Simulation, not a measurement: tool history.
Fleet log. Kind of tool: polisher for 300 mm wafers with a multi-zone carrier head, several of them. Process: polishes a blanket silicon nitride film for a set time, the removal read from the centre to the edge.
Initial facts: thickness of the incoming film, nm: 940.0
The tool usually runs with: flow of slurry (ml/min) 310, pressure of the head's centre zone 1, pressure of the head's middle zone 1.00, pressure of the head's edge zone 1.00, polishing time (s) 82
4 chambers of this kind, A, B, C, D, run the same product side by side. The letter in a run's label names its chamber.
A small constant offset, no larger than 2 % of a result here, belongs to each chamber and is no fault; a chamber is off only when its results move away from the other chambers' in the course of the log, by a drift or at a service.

| run | hour | flow of slurry (ml/min) | pressure of the head's centre zone | pressure of the head's middle zone | pressure of the head's edge zone | polishing time (s) | film removed at the wafer's centre (nm) | film removed at mid-radius (nm) | film removed at the wafer's edge (nm) |
|---|---|---|---|---|---|---|---|---|---|
| 1A | 5.4 | 310 | 1 | 1.00 | 1.00 | 82 | 203.98 | 204.57 | 206.66 |
| 2C | 11.6 | 310 | 1 | 1.00 | 1.00 | 82 | 208.89 | 207.76 | 208.55 |
|  | 14.8 | chamber C: edge zone pressure recalibrated |
| 3D | 19.4 | 310 | 1 | 1.00 | 1.00 | 82 | 209.24 | 203.83 | 206.15 |
| 4B | 28.9 | 310 | 1 | 1.00 | 1.00 | 82 | 204.29 | 207.31 | 207.89 |
| 5A | 37.5 | 310 | 1 | 1.00 | 1.00 | 82 | 208.63 | 200.55 | 208.23 |
| 6D | 45.4 | 310 | 1 | 1.00 | 1.00 | 82 | 205.85 | 206.99 | 203.66 |
| 7C | 54.7 | 310 | 1 | 1.00 | 1.00 | 82 | 209.74 | 208.17 | 207.09 |
| 8B | 62.0 | 310 | 1 | 1.00 | 1.00 | 82 | 204.45 | 204.84 | 206.96 |
|  | 62.4 | chamber A: slurry nozzle cleaned |
|  | 64.4 | chamber A: worn pad replaced by a new one |
| 9B | 69.3 | 310 | 1 | 1.00 | 1.00 | 82 | 202.18 | 204.00 | 207.89 |
| 10D | 75.0 | 310 | 1 | 1.00 | 1.00 | 82 | 206.22 | 205.72 | 208.57 |
| 11C | 84.9 | 310 | 1 | 1.00 | 1.00 | 82 | 208.90 | 206.93 | 205.80 |
|  | 85.5 | chamber B: slurry nozzle cleaned |
| 12A | 96.1 | 310 | 1 | 1.00 | 1.00 | 82 | 207.06 | 204.60 | 204.99 |
| 13C | 101.9 | 310 | 1 | 1.00 | 1.00 | 82 | 210.84 | 206.75 | 206.53 |
| 14D | 109.3 | 310 | 1 | 0.91 | 0.92 | 82 | 205.01 | 188.48 | 199.29 |
|  | 116.1 | chamber C: worn pad replaced by a new one |
| 15B | 117.9 | 310 | 1 | 0.91 | 0.92 | 82 | 197.30 | 182.01 | 195.00 |
| 16A | 123.2 | 310 | 1 | 0.91 | 0.92 | 82 | 209.48 | 185.71 | 194.91 |
|  | 126.0 | chamber B: centre zone pressure recalibrated |
| 17C | 131.0 | 310 | 1 | 0.91 | 0.92 | 82 | 208.71 | 188.75 | 198.64 |
| 18A | 139.8 | 310 | 1 | 1.00 | 1.00 | 82 | 207.54 | 204.08 | 207.40 |
| 19B | 147.1 | 310 | 1 | 1.00 | 1.00 | 82 | 197.27 | 197.34 | 201.49 |
|  | 150.5 | chamber D: worn pad replaced by a new one |
| 20D | 154.5 | 310 | 1 | 1.00 | 1.00 | 82 | 210.16 | 209.56 | 210.12 |
|  | 156.0 | chamber A: edge zone pressure recalibrated |
| 21B | 164.5 | 310 | 1 | 1.00 | 1.00 | 82 | 199.00 | 197.29 | 199.48 |
| 22A | 170.3 | 310 | 1 | 1.00 | 1.00 | 82 | 206.77 | 203.22 | 208.93 |
| 23C | 177.1 | 310 | 1 | 1.00 | 1.00 | 82 | 208.54 | 207.94 | 205.01 |
| 24D | 185.8 | 310 | 1 | 1.00 | 1.00 | 82 | 208.93 | 210.34 | 206.92 |
|  | 191.7 | chamber A: worn pad replaced by a new one |
|  | 196.1 | chamber D: slurry nozzle cleaned |
| 25C | 196.7 | 310 | 1 | 1.00 | 1.00 | 82 | 209.57 | 202.91 | 210.63 |
| 26A | 202.5 | 310 | 1 | 1.00 | 1.00 | 82 | 207.56 | 203.91 | 208.91 |
| 27B | 212.4 | 310 | 1 | 1.00 | 1.00 | 82 | 197.77 | 194.73 | 195.23 |
|  | 214.5 | chamber C: slurry nozzle cleaned |
| 28D | 217.4 | 310 | 1 | 1.00 | 1.00 | 82 | 209.60 | 209.72 | 208.97 |
| 29C | 228.5 | 310 | 1 | 0.91 | 1.00 | 93 | 235.95 | 214.49 | 238.40 |
| 30A | 234.8 | 310 | 1 | 0.91 | 1.00 | 93 | 233.36 | 214.15 | 234.37 |
| 31D | 243.0 | 310 | 1 | 0.91 | 1.00 | 93 | 238.60 | 216.41 | 233.01 |
| 32B | 248.5 | 310 | 1 | 0.91 | 1.00 | 93 | 218.80 | 195.67 | 218.37 |
| 33D | 259.5 | 415 | 1 | 1.00 | 1.00 | 82 | 214.78 | 209.71 | 212.67 |

The same settings go to every chamber for the next run, one line per chamber below. Forecast the results for each:
| 34A | 267.5 | 370 | 1 | 1.00 | 1.00 | 82 | ? | ? | ? |
| 34B | 267.5 | 370 | 1 | 1.00 | 1.00 | 82 | ? | ? | ? |
| 34C | 267.5 | 370 | 1 | 1.00 | 1.00 | 82 | ? | ? | ? |
| 34D | 267.5 | 370 | 1 | 1.00 | 1.00 | 82 | ? | ? | ? |

| run | film removed at the wafer's centre (nm) | film removed at mid-radius (nm) | film removed at the wafer's edge (nm) |
|---|---|---|---|
| 34A | 208.84 | 205.97 | 208.67 |
| 34B | 194.43 | 190.58 | 190.94 |
| 34C | 214.97 | 208.43 | 214.19 |
| 34D | 211.98 | 210.74 | 209.11 |

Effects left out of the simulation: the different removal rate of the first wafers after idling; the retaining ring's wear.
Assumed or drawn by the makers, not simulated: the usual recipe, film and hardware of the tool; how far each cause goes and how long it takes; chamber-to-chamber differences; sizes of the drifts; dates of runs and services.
